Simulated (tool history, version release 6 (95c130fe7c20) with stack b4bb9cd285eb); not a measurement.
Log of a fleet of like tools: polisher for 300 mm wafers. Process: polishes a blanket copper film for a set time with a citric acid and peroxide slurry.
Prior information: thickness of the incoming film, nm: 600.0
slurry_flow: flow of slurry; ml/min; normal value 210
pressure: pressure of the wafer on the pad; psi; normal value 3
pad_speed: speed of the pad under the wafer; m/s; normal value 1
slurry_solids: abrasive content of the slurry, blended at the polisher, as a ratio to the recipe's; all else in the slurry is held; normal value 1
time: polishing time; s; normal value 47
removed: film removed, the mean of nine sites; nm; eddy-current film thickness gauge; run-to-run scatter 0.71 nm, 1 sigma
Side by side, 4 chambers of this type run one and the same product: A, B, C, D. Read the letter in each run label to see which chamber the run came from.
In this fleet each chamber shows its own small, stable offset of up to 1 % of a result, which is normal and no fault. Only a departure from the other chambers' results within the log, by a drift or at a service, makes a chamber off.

{"day": 0.104, "done": "chamber C: worn pad replaced by a new one"}
{"day": 0.325, "done": "chamber B: slurry blender recalibrated"}
{"run": "1D", "day": 0.483, "slurry_flow": 210, "pressure": 3, "pad_speed": 1, "slurry_solids": 1, "time": 47, "removed": 111.43}
{"run": "2A", "day": 0.908, "slurry_flow": 210, "pressure": 3, "pad_speed": 1, "slurry_solids": 1, "time": 47, "removed": 111.47}
{"run": "3B", "day": 1.417, "slurry_flow": 210, "pressure": 3, "pad_speed": 1, "slurry_solids": 1, "time": 47, "removed": 111.41}
{"day": 1.667, "done": "chamber D: worn pad replaced by a new one"}
{"run": "4C", "day": 1.879, "slurry_flow": 210, "pressure": 3, "pad_speed": 1, "slurry_solids": 1, "time": 47, "removed": 110.06}
{"run": "5A", "day": 2.467, "slurry_flow": 210, "pressure": 3, "pad_speed": 1, "slurry_solids": 0.75, "time": 47, "removed": 105.42}
{"run": "6C", "day": 2.829, "slurry_flow": 210, "pressure": 3, "pad_speed": 1, "slurry_solids": 0.75, "time": 47, "removed": 104.58}
{"day": 3.283, "done": "chamber A: worn pad replaced by a new one"}
{"day": 3.308, "done": "chamber D: slurry nozzle cleaned"}
{"run": "7B", "day": 3.379, "slurry_flow": 210, "pressure": 3, "pad_speed": 1, "slurry_solids": 0.75, "time": 47, "removed": 106.18}
{"run": "8D", "day": 4.008, "slurry_flow": 210, "pressure": 3, "pad_speed": 1, "slurry_solids": 0.75, "time": 47, "removed": 104.67}
{"run": "9D", "day": 4.321, "slurry_flow": 210, "pressure": 3, "pad_speed": 1, "slurry_solids": 1, "time": 47, "removed": 112.75}
{"day": 4.833, "done": "chamber B: slurry nozzle cleaned"}
{"run": "10C", "day": 4.904, "slurry_flow": 210, "pressure": 3, "pad_speed": 1, "slurry_solids": 1, "time": 47, "removed": 110.12}
{"day": 5.217, "done": "chamber C: worn pad replaced by a new one"}
{"run": "11A", "day": 5.329, "slurry_flow": 210, "pressure": 3, "pad_speed": 1, "slurry_solids": 1, "time": 47, "removed": 111.08}
{"run": "12B", "day": 5.679, "slurry_flow": 210, "pressure": 3, "pad_speed": 1, "slurry_solids": 1, "time": 47, "removed": 113.51}
{"day": 5.762, "done": "chamber C: slurry blender recalibrated"}
{"day": 5.854, "done": "chamber D: worn pad replaced by a new one"}
{"run": "13A", "day": 6.167, "slurry_flow": 210, "pressure": 3, "pad_speed": 1, "slurry_solids": 1, "time": 47, "removed": 110.68}
{"run": "14D", "day": 6.617, "slurry_flow": 210, "pressure": 3, "pad_speed": 1, "slurry_solids": 1, "time": 47, "removed": 111.31}
{"day": 6.679, "done": "chamber A: head pressure recalibrated"}
{"run": "15C", "day": 6.925, "slurry_flow": 210, "pressure": 3, "pad_speed": 1, "slurry_solids": 1, "time": 47, "removed": 110.62}
{"day": 7.208, "done": "chamber D: slurry blender recalibrated"}
{"run": "16B", "day": 7.283, "slurry_flow": 210, "pressure": 3, "pad_speed": 1, "slurry_solids": 1, "time": 47, "removed": 112.37}
{"run": "17A", "day": 7.858, "slurry_flow": 210, "pressure": 3, "pad_speed": 1, "slurry_solids": 1, "time": 47, "removed": 112.14}
{"day": 7.892, "done": "chamber A: worn pad replaced by a new one"}
{"day": 7.942, "done": "chamber A: slurry nozzle cleaned"}
{"run": "18B", "day": 8.283, "slurry_flow": 210, "pressure": 3, "pad_speed": 0.8, "slurry_solids": 1, "time": 47, "removed": 90.105}
{"run": "19D", "day": 8.8, "slurry_flow": 210, "pressure": 3, "pad_speed": 0.8, "slurry_solids": 1, "time": 47, "removed": 90.071}
{"run": "20C", "day": 9.208, "slurry_flow": 210, "pressure": 3, "pad_speed": 0.8, "slurry_solids": 1, "time": 47, "removed": 88.922}
{"day": 9.525, "done": "chamber A: slurry blender recalibrated"}
{"run": "21C", "day": 9.675, "slurry_flow": 210, "pressure": 3, "pad_speed": 0.8, "slurry_solids": 1, "time": 47, "removed": 89.375}
{"run": "22B", "day": 10.067, "slurry_flow": 210, "pressure": 3, "pad_speed": 1, "slurry_solids": 1, "time": 47, "removed": 111.01}
{"run": "23A", "day": 10.508, "slurry_flow": 210, "pressure": 3, "pad_speed": 1, "slurry_solids": 1, "time": 47, "removed": 112.92}
{"day": 10.596, "done": "chamber B: slurry blender recalibrated"}
{"day": 10.921, "done": "chamber D: worn pad replaced by a new one"}
{"day": 11.012, "done": "chamber C: worn pad replaced by a new one"}
{"run": "24D", "day": 11.129, "slurry_flow": 210, "pressure": 3, "pad_speed": 1, "slurry_solids": 1, "time": 47, "removed": 112.65}
{"run": "25C", "day": 11.479, "slurry_flow": 210, "pressure": 3, "pad_speed": 1.14, "slurry_solids": 1, "time": 47, "removed": 124.7}
{"day": 11.508, "done": "chamber B: head pressure recalibrated"}
{"run": "26D", "day": 11.767, "slurry_flow": 210, "pressure": 3, "pad_speed": 1.14, "slurry_solids": 1, "time": 47, "removed": 125.86}
{"day": 11.838, "done": "chamber A: worn pad replaced by a new one"}
{"run": "27A", "day": 12.3, "slurry_flow": 210, "pressure": 3, "pad_speed": 1.14, "slurry_solids": 1, "time": 47, "removed": 126.87}
{"run": "28B", "day": 12.692, "slurry_flow": 210, "pressure": 3, "pad_speed": 1.14, "slurry_solids": 1, "time": 47, "removed": 122.35}
{"run": "29A", "day": 13.162, "slurry_flow": 210, "pressure": 3, "pad_speed": 1, "slurry_solids": 1, "time": 47, "removed": 111.84}
{"day": 13.275, "done": "chamber C: slurry blender recalibrated"}
{"run": "30C", "day": 13.583, "slurry_flow": 210, "pressure": 2.4, "pad_speed": 1, "slurry_solids": 1, "time": 47, "removed": 89.23}
{"run": "31B", "day": 14.108, "slurry_flow": 210, "pressure": 2.4, "pad_speed": 1, "slurry_solids": 1, "time": 47, "removed": 85.878}
{"run": "32D", "day": 14.429, "slurry_flow": 210, "pressure": 2.4, "pad_speed": 1, "slurry_solids": 1, "time": 47, "removed": 89.896}
{"day": 14.483, "done": "chamber D: slurry nozzle cleaned"}
{"run": "33C", "day": 14.738, "slurry_flow": 210, "pressure": 2.4, "pad_speed": 1, "slurry_solids": 1, "time": 47, "removed": 89.24}
{"day": 14.846, "done": "chamber D: head pressure recalibrated"}
{"run": "34A", "day": 15.1, "slurry_flow": 210, "pressure": 3, "pad_speed": 1, "slurry_solids": 1, "time": 47, "removed": 112.48}
{"run": "35B", "day": 15.488, "slurry_flow": 210, "pressure": 3, "pad_speed": 0.7, "slurry_solids": 1, "time": 47, "removed": 75.411}
{"day": 15.504, "done": "chamber D: worn pad replaced by a new one"}
{"run": "36D", "day": 15.858, "slurry_flow": 210, "pressure": 3, "pad_speed": 0.7, "slurry_solids": 1, "time": 47, "removed": 78.526}
{"day": 15.892, "done": "chamber C: worn pad replaced by a new one"}
{"run": "37C", "day": 16.429, "slurry_flow": 210, "pressure": 3, "pad_speed": 0.7, "slurry_solids": 1, "time": 47, "removed": 78.481}
{"run": "38B", "day": 16.721, "slurry_flow": 210, "pressure": 3, "pad_speed": 0.7, "slurry_solids": 1, "time": 47, "removed": 73.75}
{"day": 16.954, "done": "chamber D: slurry blender recalibrated"}
{"run": "39D", "day": 17.342, "slurry_flow": 210, "pressure": 3, "pad_speed": 1, "slurry_solids": 1, "time": 47, "removed": 112.06}

Has any chamber moved away from the others, gradually or after a service, or does the common gauge drift, or do the chambers differ only by their own small steady offsets? State the chamber and the most likely cause if one applies.

It is chamber B that slowly wanders off from its peers.
Most likely cause: removal rate lost through wear of the pad, % = 7.64.
It could be hard to tell apart here from: slurry flow missing at the pad, %.

Below are 4 candidate recipes for chamber B's next run, each the usual settings with a change, their results shown as question marks. Which of them brings B's results back in line with what the other chambers give on the usual settings?
In line here means within this much of the mean the other chambers give on the usual settings: removed 2.5 nm
{"run": "40B-1", "day": 17.8, "slurry_flow": 210, "pressure": 3, "pad_speed": 1, "slurry_solids": 1, "time": 54, "removed": "?"}
{"run": "40B-2", "day": 17.8, "slurry_flow": 210, "pressure": 3, "pad_speed": 1.08, "slurry_solids": 1, "time": 47, "removed": "?"}
{"run": "40B-3", "day": 17.8, "slurry_flow": 210, "pressure": 2.9, "pad_speed": 1, "slurry_solids": 1, "time": 45, "removed": "?"}
{"run": "40B-4", "day": 17.8, "slurry_flow": 210, "pressure": 2.9, "pad_speed": 0.94, "slurry_solids": 1, "time": 45, "removed": "?"}

What the other chambers average on the usual settings: removed 111.35 nm
run=40B-1 removed=119.22
run=40B-2 removed=111.84
run=40B-3 removed=96.108
run=40B-4 removed=90.501
40B-2 brings the chamber back in line.
